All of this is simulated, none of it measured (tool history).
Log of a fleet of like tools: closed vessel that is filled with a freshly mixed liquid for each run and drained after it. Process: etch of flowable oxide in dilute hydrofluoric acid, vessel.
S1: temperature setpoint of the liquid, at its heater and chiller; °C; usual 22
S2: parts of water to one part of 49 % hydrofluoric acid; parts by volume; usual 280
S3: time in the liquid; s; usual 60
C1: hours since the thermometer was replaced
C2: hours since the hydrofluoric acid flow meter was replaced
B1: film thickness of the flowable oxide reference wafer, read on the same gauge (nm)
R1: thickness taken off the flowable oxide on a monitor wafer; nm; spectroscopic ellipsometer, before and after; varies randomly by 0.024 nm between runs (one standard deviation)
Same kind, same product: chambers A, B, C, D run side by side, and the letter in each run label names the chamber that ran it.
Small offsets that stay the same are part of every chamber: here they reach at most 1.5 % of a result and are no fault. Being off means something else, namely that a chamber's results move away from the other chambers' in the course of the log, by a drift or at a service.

{"run": "1D", "day": 0.317, "S1": 22, "S2": 280, "S3": 60, "C1": 1136.5, "C2": 856.2, "B1": 60.012, "R1": 5.4917}
{"run": "2B", "day": 0.875, "S1": 22, "S2": 280, "S3": 60, "C1": 169.4, "C2": 628.4, "B1": 59.941, "R1": 5.4815}
{"run": "3C", "day": 1.258, "S1": 22, "S2": 280, "S3": 60, "C1": 124.6, "C2": 550.2, "B1": 60.019, "R1": 5.6004}
{"run": "4A", "day": 1.588, "S1": 22, "S2": 280, "S3": 60, "C1": 2252.8, "C2": 391.2, "B1": 60.033, "R1": 5.5237}
{"run": "5C", "day": 1.95, "S1": 22, "S2": 280, "S3": 60, "C1": 141.2, "C2": 566.8, "B1": 59.987, "R1": 5.5797}
{"run": "6D", "day": 2.562, "S1": 22, "S2": 175, "S3": 85, "C1": 1190.4, "C2": 910.1, "B1": 59.993, "R1": 13.657}
{"run": "7B", "day": 3.112, "S1": 22, "S2": 175, "S3": 85, "C1": 223.1, "C2": 682.1, "B1": 60.028, "R1": 13.684}
{"day": 3.525, "done": "chamber A: hydrofluoric acid flow meter replaced"}
{"run": "8A", "day": 3.533, "S1": 22, "S2": 175, "S3": 85, "C1": 2299.5, "C2": 0.3, "B1": 59.986, "R1": 13.879}
{"run": "9B", "day": 3.946, "S1": 22, "S2": 175, "S3": 85, "C1": 243.1, "C2": 702.1, "B1": 60.022, "R1": 13.74}
{"run": "10C", "day": 4.429, "S1": 22, "S2": 280, "S3": 60, "C1": 200.7, "C2": 626.3, "B1": 59.986, "R1": 5.5642}
{"run": "11D", "day": 5.008, "S1": 20, "S2": 280, "S3": 30, "C1": 1249.1, "C2": 968.8, "B1": 60.02, "R1": 2.5431}
{"run": "12A", "day": 5.521, "S1": 20, "S2": 280, "S3": 30, "C1": 2347.2, "C2": 48, "B1": 59.996, "R1": 2.5865}
{"run": "13B", "day": 5.85, "S1": 20, "S2": 280, "S3": 30, "C1": 288.8, "C2": 747.8, "B1": 60.013, "R1": 2.5479}
{"run": "14C", "day": 6.25, "S1": 20, "S2": 280, "S3": 30, "C1": 244.4, "C2": 670, "B1": 60.017, "R1": 2.6032}
{"run": "15A", "day": 6.712, "S1": 22, "S2": 280, "S3": 60, "C1": 2375.8, "C2": 76.6, "B1": 59.937, "R1": 5.5205}
{"run": "16D", "day": 7.154, "S1": 22, "S2": 280, "S3": 60, "C1": 1300.6, "C2": 1020.3, "B1": 60.009, "R1": 5.4773}
{"run": "17B", "day": 7.621, "S1": 24, "S2": 280, "S3": 30, "C1": 331.3, "C2": 790.3, "B1": 60.027, "R1": 2.9504}
{"run": "18C", "day": 8.179, "S1": 24, "S2": 280, "S3": 30, "C1": 290.7, "C2": 716.3, "B1": 60.005, "R1": 3.0055}
{"run": "19D", "day": 8.671, "S1": 24, "S2": 280, "S3": 30, "C1": 1337, "C2": 1056.7, "B1": 59.978, "R1": 2.9456}
{"run": "20A", "day": 8.992, "S1": 24, "S2": 280, "S3": 30, "C1": 2430.5, "C2": 131.3, "B1": 59.986, "R1": 2.9683}
{"run": "21A", "day": 9.45, "S1": 22, "S2": 280, "S3": 60, "C1": 2441.5, "C2": 142.3, "B1": 60.025, "R1": 5.4937}
{"run": "22D", "day": 10.029, "S1": 22, "S2": 280, "S3": 35, "C1": 1369.6, "C2": 1089.3, "B1": 60.002, "R1": 3.2022}
{"run": "23B", "day": 10.342, "S1": 22, "S2": 280, "S3": 35, "C1": 396.6, "C2": 855.6, "B1": 59.989, "R1": 3.213}
{"run": "24C", "day": 10.629, "S1": 22, "S2": 280, "S3": 35, "C1": 349.5, "C2": 775.1, "B1": 60.046, "R1": 3.2501}
{"run": "25C", "day": 11.246, "S1": 22, "S2": 280, "S3": 35, "C1": 364.3, "C2": 789.9, "B1": 59.952, "R1": 3.2475}
{"run": "26D", "day": 11.746, "S1": 22, "S2": 280, "S3": 60, "C1": 1410.8, "C2": 1130.5, "B1": 59.982, "R1": 5.5097}

Read the log: is a single chamber off, either drifting away or since a service, is the gauge that measures every chamber drifting, or is nothing wrong beyond small per-chamber offsets? Name any odd chamber and what most likely caused it.

Neither any chamber nor the gauge drifts; the chambers differ only by their own small, steady offsets.

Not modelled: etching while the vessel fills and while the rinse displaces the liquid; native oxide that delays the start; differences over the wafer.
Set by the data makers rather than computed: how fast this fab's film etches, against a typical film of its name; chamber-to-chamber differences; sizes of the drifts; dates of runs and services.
